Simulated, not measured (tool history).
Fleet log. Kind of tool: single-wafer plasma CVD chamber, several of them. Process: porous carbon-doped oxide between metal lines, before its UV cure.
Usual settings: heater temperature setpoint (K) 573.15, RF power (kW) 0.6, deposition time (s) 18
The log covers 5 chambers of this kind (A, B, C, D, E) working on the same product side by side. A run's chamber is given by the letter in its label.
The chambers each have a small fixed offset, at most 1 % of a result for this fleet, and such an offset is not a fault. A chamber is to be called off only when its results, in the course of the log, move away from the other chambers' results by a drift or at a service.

| run | day | heater temperature setpoint (K) | RF power (kW) | deposition time (s) | read-back reference wafer on the same gauge, thickness_nm | mean film thickness on the monitor wafer (Å) |
|---|---|---|---|---|---|---|
| 1C | 0.458 | 573.15 | 0.6 | 18 | 108.98 | 1112.7 |
| 2A | 0.996 | 573.15 | 0.6 | 18 | 108.95 | 1122.2 |
|  | 1.421 | chamber C: RF generator calibrated |
| 3B | 1.442 | 573.15 | 0.6 | 18 | 108.94 | 1122.1 |
| 4E | 1.767 | 573.15 | 0.6 | 18 | 108.95 | 1110.2 |
| 5D | 2.292 | 573.15 | 0.6 | 18 | 108.95 | 1105.3 |
| 6C | 2.775 | 573.15 | 0.6 | 18 | 108.89 | 1111.4 |
| 7E | 3.133 | 573.15 | 0.6 | 18 | 108.87 | 1108.3 |
| 8A | 3.446 | 573.15 | 0.6 | 18 | 108.88 | 1118.9 |
| 9B | 3.992 | 573.15 | 0.6 | 18 | 108.84 | 1120.2 |
| 10D | 4.367 | 573.15 | 0.6 | 18 | 108.83 | 1105 |
| 11B | 4.846 | 573.15 | 0.6 | 18 | 108.8 | 1121.5 |
| 12A | 5.125 | 584.15 | 0.64 | 18 | 108.76 | 1101 |
|  | 5.375 | chamber A: thermocouple changed; heater temperature recalibrated |
| 13C | 5.679 | 584.15 | 0.64 | 18 | 108.75 | 1090.8 |
|  | 5.904 | chamber D: RF generator calibrated |
| 14E | 6.154 | 584.15 | 0.64 | 18 | 108.74 | 1087.7 |
| 15D | 6.55 | 584.15 | 0.64 | 18 | 108.73 | 1086.9 |
| 16C | 6.854 | 584.15 | 0.64 | 18 | 108.73 | 1089.4 |
| 17D | 7.196 | 573.15 | 0.6 | 18 | 108.73 | 1105.3 |
| 18A | 7.579 | 573.15 | 0.6 | 18 | 108.69 | 1116.8 |
| 19B | 8.071 | 573.15 | 0.6 | 18 | 108.63 | 1119.8 |
| 20E | 8.633 | 573.15 | 0.6 | 18 | 108.67 | 1107.4 |
| 21E | 9.008 | 573.15 | 0.6 | 18 | 108.68 | 1106.8 |
| 22C | 9.571 | 573.15 | 0.6 | 18 | 108.64 | 1108.7 |
| 23D | 10.096 | 573.15 | 0.6 | 18 | 108.63 | 1104.5 |
| 24A | 10.604 | 573.15 | 0.6 | 18 | 108.59 | 1116 |
| 25B | 10.917 | 573.15 | 0.6 | 15 | 108.6 | 937.56 |
| 26E | 11.279 | 573.15 | 0.6 | 15 | 108.54 | 926.69 |
| 27A | 11.775 | 573.15 | 0.6 | 15 | 108.56 | 935.3 |
| 28B | 12.158 | 573.15 | 0.6 | 15 | 108.5 | 937.8 |
| 29D | 12.683 | 573.15 | 0.6 | 15 | 108.52 | 924.91 |
| 30C | 13.062 | 573.15 | 0.6 | 18 | 108.48 | 1109.5 |
| 31D | 13.358 | 573.15 | 0.655 | 15.5 | 108.48 | 1008.8 |
| 32E | 13.821 | 573.15 | 0.655 | 15.5 | 108.48 | 1011.9 |

One chamber off, gauge drift, or nothing amiss beyond the chambers' own small offsets? If it is a chamber, which one, and what is the likeliest cause?

It is the gauge, not a chamber: its drift shows up in every chamber's results at once, and no chamber is off.
Most likely cause: gauge reads low (%) = 0.51.
